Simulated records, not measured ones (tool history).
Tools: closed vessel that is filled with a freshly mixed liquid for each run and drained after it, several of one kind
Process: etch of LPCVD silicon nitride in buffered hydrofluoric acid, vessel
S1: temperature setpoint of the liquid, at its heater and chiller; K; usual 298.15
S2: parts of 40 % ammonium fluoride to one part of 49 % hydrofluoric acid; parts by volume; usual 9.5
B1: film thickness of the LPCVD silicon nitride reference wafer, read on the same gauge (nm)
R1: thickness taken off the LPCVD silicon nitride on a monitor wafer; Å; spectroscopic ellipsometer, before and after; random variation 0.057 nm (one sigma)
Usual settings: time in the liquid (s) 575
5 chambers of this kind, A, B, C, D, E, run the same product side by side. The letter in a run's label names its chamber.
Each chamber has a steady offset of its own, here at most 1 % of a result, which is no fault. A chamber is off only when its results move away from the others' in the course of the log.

{"run": "1C", "hour": 5.0, "S1": 298.15, "S2": 9.5, "time in the liquid (s)": 575, "B1": 99.978, "R1": 77.03}
{"run": "2A", "hour": 16.2, "S1": 298.15, "S2": 9.5, "time in the liquid (s)": 575, "B1": 100.02, "R1": 77.229}
{"run": "3E", "hour": 21.4, "S1": 298.15, "S2": 9.5, "time in the liquid (s)": 575, "B1": 99.989, "R1": 77.899}
{"run": "4B", "hour": 29.5, "S1": 298.15, "S2": 9.5, "time in the liquid (s)": 575, "B1": 100.02, "R1": 76.48}
{"run": "5D", "hour": 39.3, "S1": 298.15, "S2": 9.5, "time in the liquid (s)": 575, "B1": 100.03, "R1": 78.013}
{"run": "6C", "hour": 47.3, "S1": 298.15, "S2": 9.5, "time in the liquid (s)": 575, "B1": 99.989, "R1": 76.705}
{"run": "7B", "hour": 54.9, "S1": 298.15, "S2": 7.5, "time in the liquid (s)": 575, "B1": 100.01, "R1": 96.496}
{"run": "8A", "hour": 65.2, "S1": 298.15, "S2": 7.5, "time in the liquid (s)": 575, "B1": 100.02, "R1": 98.066}
{"run": "9E", "hour": 71.3, "S1": 298.15, "S2": 7.5, "time in the liquid (s)": 575, "B1": 100.01, "R1": 96.969}
{"run": "10D", "hour": 78.6, "S1": 298.15, "S2": 7.5, "time in the liquid (s)": 575, "B1": 100.03, "R1": 98.196}
{"run": "11E", "hour": 86.6, "S1": 298.15, "S2": 7.5, "time in the liquid (s)": 575, "B1": 99.974, "R1": 95.175}
{"run": "12A", "hour": 91.6, "S1": 298.15, "S2": 9.5, "time in the liquid (s)": 575, "B1": 99.998, "R1": 76.817}
{"run": "13B", "hour": 100.4, "S1": 298.15, "S2": 9.5, "time in the liquid (s)": 575, "B1": 100.01, "R1": 76.803}
{"run": "14D", "hour": 106.6, "S1": 298.15, "S2": 9.5, "time in the liquid (s)": 575, "B1": 99.989, "R1": 78.221}
{"run": "15C", "hour": 116.5, "S1": 298.15, "S2": 9.5, "time in the liquid (s)": 575, "B1": 99.993, "R1": 76.451}
{"run": "16C", "hour": 127.3, "S1": 298.15, "S2": 9.5, "time in the liquid (s)": 575, "B1": 99.986, "R1": 77.389}
{"run": "17E", "hour": 134.9, "S1": 298.15, "S2": 9.5, "time in the liquid (s)": 575, "B1": 99.997, "R1": 76.273}
{"run": "18B", "hour": 139.9, "S1": 295.65, "S2": 9.5, "time in the liquid (s)": 575, "B1": 99.99, "R1": 66.958}
{"run": "19D", "hour": 147.9, "S1": 295.65, "S2": 9.5, "time in the liquid (s)": 575, "B1": 100.01, "R1": 68.17}
{"run": "20A", "hour": 154.1, "S1": 295.65, "S2": 9.5, "time in the liquid (s)": 575, "B1": 99.993, "R1": 66.901}
{"run": "21B", "hour": 159.1, "S1": 295.65, "S2": 9.5, "time in the liquid (s)": 575, "B1": 100.02, "R1": 67.79}
{"run": "22A", "hour": 169.0, "S1": 295.65, "S2": 9.5, "time in the liquid (s)": 575, "B1": 100.01, "R1": 66.64}
{"run": "23E", "hour": 176.6, "S1": 298.15, "S2": 9.5, "time in the liquid (s)": 575, "B1": 99.996, "R1": 74.669}
{"run": "24C", "hour": 187.2, "S1": 298.15, "S2": 9.5, "time in the liquid (s)": 575, "B1": 100.01, "R1": 77.634}
{"run": "25D", "hour": 197.2, "S1": 298.15, "S2": 9.5, "time in the liquid (s)": 575, "B1": 100, "R1": 76.841}
{"run": "26E", "hour": 203.0, "S1": 298.15, "S2": 9.5, "time in the liquid (s)": 575, "B1": 100.01, "R1": 73.868}
{"run": "27A", "hour": 209.9, "S1": 298.15, "S2": 9.5, "time in the liquid (s)": 575, "B1": 99.993, "R1": 77.65}
{"run": "28B", "hour": 215.3, "S1": 298.15, "S2": 9.5, "time in the liquid (s)": 575, "B1": 100.01, "R1": 77.1}
{"run": "29D", "hour": 221.8, "S1": 298.15, "S2": 9.5, "time in the liquid (s)": 575, "B1": 99.966, "R1": 77.569}
{"run": "30C", "hour": 227.8, "S1": 298.15, "S2": 9.5, "time in the liquid (s)": 575, "B1": 100, "R1": 76.993}
{"run": "31A", "hour": 233.2, "S1": 298.15, "S2": 9.5, "time in the liquid (s)": 575, "B1": 100, "R1": 76.637}
{"run": "32C", "hour": 240.4, "S1": 298.15, "S2": 9.5, "time in the liquid (s)": 575, "B1": 99.981, "R1": 78.372}
{"run": "33B", "hour": 249.2, "S1": 298.15, "S2": 9.5, "time in the liquid (s)": 575, "B1": 100.01, "R1": 77.151}
{"run": "34D", "hour": 254.1, "S1": 298.15, "S2": 9.5, "time in the liquid (s)": 575, "B1": 100.01, "R1": 79.008}
{"run": "35E", "hour": 259.6, "S1": 298.15, "S2": 9.5, "time in the liquid (s)": 575, "B1": 100.01, "R1": 73.058}
{"run": "36C", "hour": 268.5, "S1": 298.15, "S2": 9.5, "time in the liquid (s)": 575, "B1": 99.978, "R1": 76.942}
{"run": "37E", "hour": 276.5, "S1": 298.15, "S2": 9.5, "time in the liquid (s)": 575, "B1": 100.02, "R1": 72.7}

What goes on in this fleet: one chamber off, a drifting gauge, or nothing beyond the chambers' own small offsets? Name the chamber and the cause, if any.

Chamber E drifts away from the others.
Cause: liquid colder than its thermometer reads (K) = 1.35.
The log may not tell that from: hydrofluoric acid flow below the setpoint (%).

Here are 4 candidates for chamber E's next run, each the usual settings with a change, their results left as question marks. Which one brings its results back in line with what the others give on the usual settings?
In line means no further than this from the other chambers' mean on the usual settings: R1 2 Å
{"run": "38E-1", "hour": 284.6, "S1": 298.15, "S2": 9.5, "time in the liquid (s)": 540, "R1": "?"}
{"run": "38E-2", "hour": 284.6, "S1": 298.15, "S2": 9, "time in the liquid (s)": 625, "R1": "?"}
{"run": "38E-3", "hour": 284.6, "S1": 298.15, "S2": 10, "time in the liquid (s)": 535, "R1": "?"}
{"run": "38E-4", "hour": 284.6, "S1": 298.15, "S2": 9.5, "time in the liquid (s)": 615, "R1": "?"}

The other chambers' mean on the usual settings: R1 77.28 Å
run=38E-1 R1=67.827
run=38E-2 R1=81.216
run=38E-3 R1=65.062
run=38E-4 R1=77.247
38E-4 brings the chamber back in line.

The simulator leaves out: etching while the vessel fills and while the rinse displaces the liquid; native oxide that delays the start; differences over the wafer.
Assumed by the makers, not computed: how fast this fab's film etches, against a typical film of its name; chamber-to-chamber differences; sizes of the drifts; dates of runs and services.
